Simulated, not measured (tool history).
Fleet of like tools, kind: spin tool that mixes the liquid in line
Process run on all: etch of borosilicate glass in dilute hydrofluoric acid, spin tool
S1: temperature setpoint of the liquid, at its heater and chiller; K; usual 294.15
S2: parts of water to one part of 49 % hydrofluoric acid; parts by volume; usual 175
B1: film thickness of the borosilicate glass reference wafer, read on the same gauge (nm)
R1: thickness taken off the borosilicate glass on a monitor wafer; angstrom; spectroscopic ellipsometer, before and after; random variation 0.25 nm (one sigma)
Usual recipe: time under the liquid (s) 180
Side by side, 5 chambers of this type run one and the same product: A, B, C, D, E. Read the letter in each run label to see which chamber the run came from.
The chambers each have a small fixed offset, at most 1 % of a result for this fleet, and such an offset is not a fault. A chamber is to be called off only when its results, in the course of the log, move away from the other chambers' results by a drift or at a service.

Run 1E, day 0.396: usual settings; B1 129.97. Result: R1 409.76 angstrom.
Run 2C, day 0.746: usual settings; B1 129.98. Result: R1 412.81 angstrom.
At day 0.812: chamber B: thermometer replaced.
Run 3A, day 1.354: usual settings; B1 130.01. Result: R1 407.03 angstrom.
Run 4D, day 1.954: usual settings; B1 129.99. Result: R1 415.53 angstrom.
Run 5B, day 2.233: usual settings; B1 129.97. Result: R1 414.25 angstrom.
Run 6C, day 2.604: usual settings; B1 129.97. Result: R1 413.59 angstrom.
Run 7A, day 2.971: usual settings; B1 129.99. Result: R1 410.67 angstrom.
Run 8E, day 3.296: usual settings; B1 129.98. Result: R1 409.57 angstrom.
Run 9B, day 3.783: usual settings; B1 130.01. Result: R1 409.36 angstrom.
Run 10D, day 4.383: usual settings; B1 129.99. Result: R1 417.76 angstrom.
Run 11B, day 4.892: usual settings; B1 129.98. Result: R1 405.92 angstrom.
Run 12A, day 5.338: usual settings; B1 130.03. Result: R1 409.79 angstrom.
Run 13C, day 5.650: usual settings; B1 129.98. Result: R1 413.77 angstrom.
Run 14E, day 6.129: usual settings; B1 130.02. Result: R1 410.00 angstrom.
Run 15D, day 6.658: usual settings but S1 297.15 K, S2 205 parts by volume; B1 130.00. Result: R1 386.40 angstrom.
Run 16E, day 6.979: usual settings but S1 297.15 K, S2 205 parts by volume; B1 130.01. Result: R1 376.34 angstrom.
Run 17A, day 7.512: usual settings but S1 297.15 K, S2 205 parts by volume; B1 129.98. Result: R1 379.62 angstrom.
Run 18B, day 8.083: usual settings but S1 297.15 K, S2 205 parts by volume; B1 129.98. Result: R1 379.77 angstrom.
Run 19C, day 8.400: usual settings but S1 297.15 K, S2 205 parts by volume; B1 130.01. Result: R1 385.62 angstrom.
Run 20D, day 8.938: usual settings; B1 130.01. Result: R1 423.19 angstrom.
Run 21D, day 9.342: usual settings; B1 130.01. Result: R1 427.73 angstrom.
Run 22A, day 9.767: usual settings; B1 130.01. Result: R1 410.19 angstrom.
Run 23C, day 10.254: usual settings; B1 130.01. Result: R1 414.70 angstrom.
At day 10.342: chamber A: hydrofluoric acid flow meter replaced.
Run 24E, day 10.679: usual settings; B1 130.00. Result: R1 410.26 angstrom.
Run 25B, day 11.129: usual settings; B1 130.00. Result: R1 411.10 angstrom.
Run 26D, day 11.454: usual settings; B1 129.97. Result: R1 428.36 angstrom.
Run 27E, day 11.983: usual settings but S2 115 parts by volume; B1 130.01. Result: R1 672.43 angstrom.
Run 28B, day 12.475: usual settings but S2 115 parts by volume; B1 129.98. Result: R1 662.15 angstrom.
Run 29A, day 12.846: usual settings but S2 115 parts by volume; B1 129.95. Result: R1 666.25 angstrom.
Run 30C, day 13.412: usual settings but S2 115 parts by volume; B1 130.01. Result: R1 667.48 angstrom.
Run 31A, day 14.008: usual settings but S2 115 parts by volume; B1 129.99. Result: R1 669.78 angstrom.
Run 32D, day 14.546: usual settings but time under the liquid (s) 230; B1 130.01. Result: R1 557.87 angstrom.
Run 33E, day 15.146: usual settings but time under the liquid (s) 230; B1 129.96. Result: R1 522.98 angstrom.
Run 34C, day 15.608: usual settings but time under the liquid (s) 230; B1 129.97. Result: R1 526.93 angstrom.
Run 35B, day 16.112: usual settings but time under the liquid (s) 230; B1 130.00. Result: R1 523.42 angstrom.
Run 36B, day 16.438: usual settings but time under the liquid (s) 230; B1 130.05. Result: R1 522.67 angstrom.
Run 37C, day 16.842: usual settings; B1 130.05. Result: R1 415.53 angstrom.
Run 38D, day 17.229: usual settings; B1 130.00. Result: R1 438.19 angstrom.

All chambers now run identical settings, listed one chamber a line with results as question marks. What results will each chamber show?
Run 39A, day 17.667: usual settings but S2 235 parts by volume. Result: R1 ?.
Run 39B, day 17.667: usual settings but S2 235 parts by volume. Result: R1 ?.
Run 39C, day 17.667: usual settings but S2 235 parts by volume. Result: R1 ?.
Run 39D, day 17.667: usual settings but S2 235 parts by volume. Result: R1 ?.
Run 39E, day 17.667: usual settings but S2 235 parts by volume. Result: R1 ?.

run      R1
39A  286.06
39B  287.78
39C  291.64
39D  308.81
39E  287.41

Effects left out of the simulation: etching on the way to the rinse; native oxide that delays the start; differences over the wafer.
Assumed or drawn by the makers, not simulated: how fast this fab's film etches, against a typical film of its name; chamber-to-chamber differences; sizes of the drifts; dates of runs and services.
